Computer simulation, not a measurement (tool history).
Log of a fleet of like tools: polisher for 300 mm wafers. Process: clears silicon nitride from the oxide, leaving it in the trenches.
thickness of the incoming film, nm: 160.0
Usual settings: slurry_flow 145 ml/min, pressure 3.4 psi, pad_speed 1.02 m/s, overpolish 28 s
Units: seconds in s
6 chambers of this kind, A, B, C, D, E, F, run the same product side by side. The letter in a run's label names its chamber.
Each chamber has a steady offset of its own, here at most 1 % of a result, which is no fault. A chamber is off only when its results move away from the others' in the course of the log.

run	hour	slurry_flow	pressure	pad_speed	overpolish	seconds
1D	11.0	145	3.4	1.02	28	171.49
2E	17.7	145	3.4	1.02	28	172.75
# hour 20.9: chamber C: slurry nozzle cleaned
3B	28.1	145	3.4	1.02	28	169.14
4C	38.1	145	3.4	1.02	28	171.31
# hour 39.5: chamber F: head pressure recalibrated
5A	45.5	145	3.4	1.02	28	170.09
6F	55.1	145	3.4	1.02	28	168.85
# hour 58.9: chamber B: worn pad replaced by a new one
7E	61.4	145	3.4	1.02	28	167.41
8B	68.4	145	3.4	1.02	28	169.10
# hour 68.5: chamber A: worn pad replaced by a new one
# hour 76.8: chamber D: worn pad replaced by a new one
9C	78.9	145	3.4	1.02	28	174.39
10F	89.5	160	3.4	1.14	28	150.12
11A	95.5	160	3.4	1.14	28	151.24
12D	100.7	160	3.4	1.14	28	148.25
13A	107.1	160	3.4	1.14	28	147.48
# hour 109.9: chamber C: worn pad replaced by a new one
14D	117.8	160	3.4	1.14	28	148.80
# hour 119.2: chamber E: worn pad replaced by a new one
15B	129.2	160	3.4	1.14	28	151.61
16C	134.2	145	3.4	1.02	28	170.77
17E	141.5	145	2.7	1.02	21	211.97
18F	148.3	145	2.7	1.02	21	218.69
19B	159.0	145	2.7	1.02	21	215.78
20E	167.7	145	2.7	1.02	21	214.09
21F	178.8	145	2.7	1.02	21	214.94
22C	184.7	145	2.7	1.02	21	220.77
# hour 188.8: chamber B: worn pad replaced by a new one
23D	190.2	145	3.4	1.20	28	145.33
24A	201.2	145	3.4	1.20	28	141.33
25D	210.4	145	3.4	1.20	28	149.22
26A	216.7	145	3.4	1.20	28	145.02
27B	222.0	145	3.4	1.20	28	144.30
28F	229.3	145	3.4	1.20	28	142.08
29E	236.7	145	3.4	1.02	28	170.83
30C	241.9	145	3.4	1.02	28	170.63
# hour 244.2: chamber A: worn pad replaced by a new one
# hour 245.7: chamber F: worn pad replaced by a new one
31D	250.7	145	3.4	1.02	28	176.86
32E	260.6	145	3.4	1.02	28	169.28
33F	271.0	145	3.4	1.02	28	171.10
34C	276.6	145	3.4	1.02	28	170.82
# hour 280.6: chamber C: head pressure recalibrated
35B	283.5	145	3.4	1.02	28	169.05
36A	292.4	145	3.4	1.02	28	168.14
37C	300.7	145	3.4	1.02	28	174.65

All 6 chambers run these settings next. Forecast each chamber's results:
38A	308.9	145	3.4	1.02	28	?
38B	308.9	145	3.4	1.02	28	?
38C	308.9	145	3.4	1.02	28	?
38D	308.9	145	3.4	1.02	28	?
38E	308.9	145	3.4	1.02	28	?
38F	308.9	145	3.4	1.02	28	?

run	seconds
38A	171.32
38B	172.83
38C	172.23
38D	173.64
38E	173.49
38F	170.08
